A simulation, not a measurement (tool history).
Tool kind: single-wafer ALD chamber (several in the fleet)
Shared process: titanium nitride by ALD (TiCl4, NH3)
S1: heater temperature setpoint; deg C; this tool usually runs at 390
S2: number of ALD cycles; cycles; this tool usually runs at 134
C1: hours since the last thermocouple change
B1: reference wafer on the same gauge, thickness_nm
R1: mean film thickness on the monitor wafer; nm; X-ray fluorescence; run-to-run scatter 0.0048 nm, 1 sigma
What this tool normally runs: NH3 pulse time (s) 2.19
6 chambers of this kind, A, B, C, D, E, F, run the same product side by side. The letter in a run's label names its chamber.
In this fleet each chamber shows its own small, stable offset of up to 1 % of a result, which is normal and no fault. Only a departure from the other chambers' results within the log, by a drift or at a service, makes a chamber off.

run 1C hour=10.2 | S1=390 S2=134 NH3_pulse_time_(s)=2.19 | C1=230.8 | B1=2.9797 | R1=2.9666
run 2B hour=17.6 | S1=390 S2=134 NH3_pulse_time_(s)=2.19 | C1=1663.8 | B1=2.978 | R1=2.9401
run 3A hour=23.7 | S1=390 S2=134 NH3_pulse_time_(s)=2.19 | C1=738.2 | B1=2.9792 | R1=2.9479
run 4D hour=29 | S1=390 S2=134 NH3_pulse_time_(s)=2.19 | C1=740.2 | B1=2.9778 | R1=2.9572
run 5E hour=39.6 | S1=390 S2=134 NH3_pulse_time_(s)=2.19 | C1=260.5 | B1=2.9769 | R1=2.9662
run 6F hour=49.1 | S1=390 S2=134 NH3_pulse_time_(s)=2.19 | C1=742.7 | B1=2.9769 | R1=2.9451
run 7D hour=54.5 | S1=390 S2=134 NH3_pulse_time_(s)=2.19 | C1=765.7 | B1=2.9774 | R1=2.9674
run 8B hour=59.8 | S1=390 S2=134 NH3_pulse_time_(s)=2.19 | C1=1706 | B1=2.9759 | R1=2.9425
run 9C hour=68.8 | S1=390 S2=134 NH3_pulse_time_(s)=2.19 | C1=289.4 | B1=2.975 | R1=2.959
run 10E hour=74.9 | S1=390 S2=134 NH3_pulse_time_(s)=2.19 | C1=295.8 | B1=2.9756 | R1=2.9569
run 11F hour=83.1 | S1=390 S2=134 NH3_pulse_time_(s)=2.19 | C1=776.7 | B1=2.9751 | R1=2.9475
run 12A hour=90.1 | S1=383 S2=134 NH3_pulse_time_(s)=2.19 | C1=804.6 | B1=2.9746 | R1=2.9373
run 13C hour=95.8 | S1=383 S2=134 NH3_pulse_time_(s)=2.19 | C1=316.4 | B1=2.9743 | R1=2.9432
run 14E hour=104 | S1=383 S2=134 NH3_pulse_time_(s)=2.19 | C1=324.9 | B1=2.9745 | R1=2.9475
run 15F hour=113.5 | S1=383 S2=134 NH3_pulse_time_(s)=2.19 | C1=807.1 | B1=2.9731 | R1=2.929
run 16D hour=119.9 | S1=383 S2=134 NH3_pulse_time_(s)=2.19 | C1=831.1 | B1=2.9735 | R1=2.9414
run 17B hour=128.5 | S1=383 S2=134 NH3_pulse_time_(s)=2.19 | C1=1774.7 | B1=2.9731 | R1=2.9174
run 18A hour=137.9 | S1=390 S2=134 NH3_pulse_time_(s)=2.19 | C1=852.4 | B1=2.9719 | R1=2.9423
run 19D hour=147.5 | S1=390 S2=117 NH3_pulse_time_(s)=2.54 | C1=858.7 | B1=2.971 | R1=2.593
run 20A hour=155.7 | S1=390 S2=117 NH3_pulse_time_(s)=2.54 | C1=870.2 | B1=2.9704 | R1=2.589
run 21F hour=161.7 | S1=390 S2=117 NH3_pulse_time_(s)=2.54 | C1=855.3 | B1=2.9702 | R1=2.5907
run 22B hour=167.1 | S1=390 S2=117 NH3_pulse_time_(s)=2.54 | C1=1813.3 | B1=2.9708 | R1=2.5714
run 23C hour=177.9 | S1=390 S2=117 NH3_pulse_time_(s)=2.54 | C1=398.5 | B1=2.969 | R1=2.6002
run 24E hour=182.9 | S1=390 S2=117 NH3_pulse_time_(s)=2.54 | C1=403.8 | B1=2.9694 | R1=2.6017
run 25C hour=188 | S1=390 S2=134 NH3_pulse_time_(s)=2.19 | C1=408.6 | B1=2.9697 | R1=2.9549
run 26D hour=193.9 | S1=390 S2=134 NH3_pulse_time_(s)=2.19 | C1=905.1 | B1=2.9692 | R1=2.9533
run 27B hour=200.6 | S1=390 S2=134 NH3_pulse_time_(s)=2.19 | C1=1846.8 | B1=2.9694 | R1=2.9306
run 28F hour=208.4 | S1=390 S2=134 NH3_pulse_time_(s)=2.19 | C1=902 | B1=2.9678 | R1=2.935
run 29A hour=218.9 | S1=390 S2=134 NH3_pulse_time_(s)=2.19 | C1=933.4 | B1=2.9684 | R1=2.9314
run 30E hour=227.4 | S1=390 S2=134 NH3_pulse_time_(s)=2.19 | C1=448.3 | B1=2.9681 | R1=2.9466
-- hour=232.1 chamber B: thermocouple changed; heater temperature recalibrated
run 31E hour=238.1 | S1=390 S2=134 NH3_pulse_time_(s)=2.19 | C1=459 | B1=2.9657 | R1=2.9447
run 32D hour=248 | S1=390 S2=134 NH3_pulse_time_(s)=2.19 | C1=959.2 | B1=2.9661 | R1=2.9509
run 33A hour=257.2 | S1=390 S2=134 NH3_pulse_time_(s)=2.19 | C1=971.7 | B1=2.9644 | R1=2.9299
run 34C hour=267.8 | S1=390 S2=134 NH3_pulse_time_(s)=2.19 | C1=488.4 | B1=2.9623 | R1=2.9472
run 35F hour=278.8 | S1=390 S2=134 NH3_pulse_time_(s)=2.19 | C1=972.4 | B1=2.9625 | R1=2.9438
run 36B hour=285.3 | S1=390 S2=134 NH3_pulse_time_(s)=2.19 | C1=53.2 | B1=2.961 | R1=2.9192
run 37E hour=290.1 | S1=396 S2=150 NH3_pulse_time_(s)=2.19 | C1=511 | B1=2.9622 | R1=3.325
run 38D hour=297.2 | S1=396 S2=150 NH3_pulse_time_(s)=2.19 | C1=1008.4 | B1=2.9626 | R1=3.3155
run 39B hour=304.3 | S1=396 S2=150 NH3_pulse_time_(s)=2.19 | C1=72.2 | B1=2.9614 | R1=3.2932
run 40F hour=311.8 | S1=396 S2=150 NH3_pulse_time_(s)=2.19 | C1=1005.4 | B1=2.9633 | R1=3.296
run 41C hour=320.9 | S1=396 S2=150 NH3_pulse_time_(s)=2.19 | C1=541.5 | B1=2.9616 | R1=3.3201
run 42A hour=329.6 | S1=396 S2=150 NH3_pulse_time_(s)=2.19 | C1=1044.1 | B1=2.9605 | R1=3.2965

Does one chamber stand apart from the rest, does the shared gauge drift, or is all well apart from small per-chamber offsets? Give the chamber and the most likely cause, where there is one.

The gauge drifts, so all chambers seem to drift together. No chamber is off.
What lies behind it: gauge reads low (%) = 0.669.
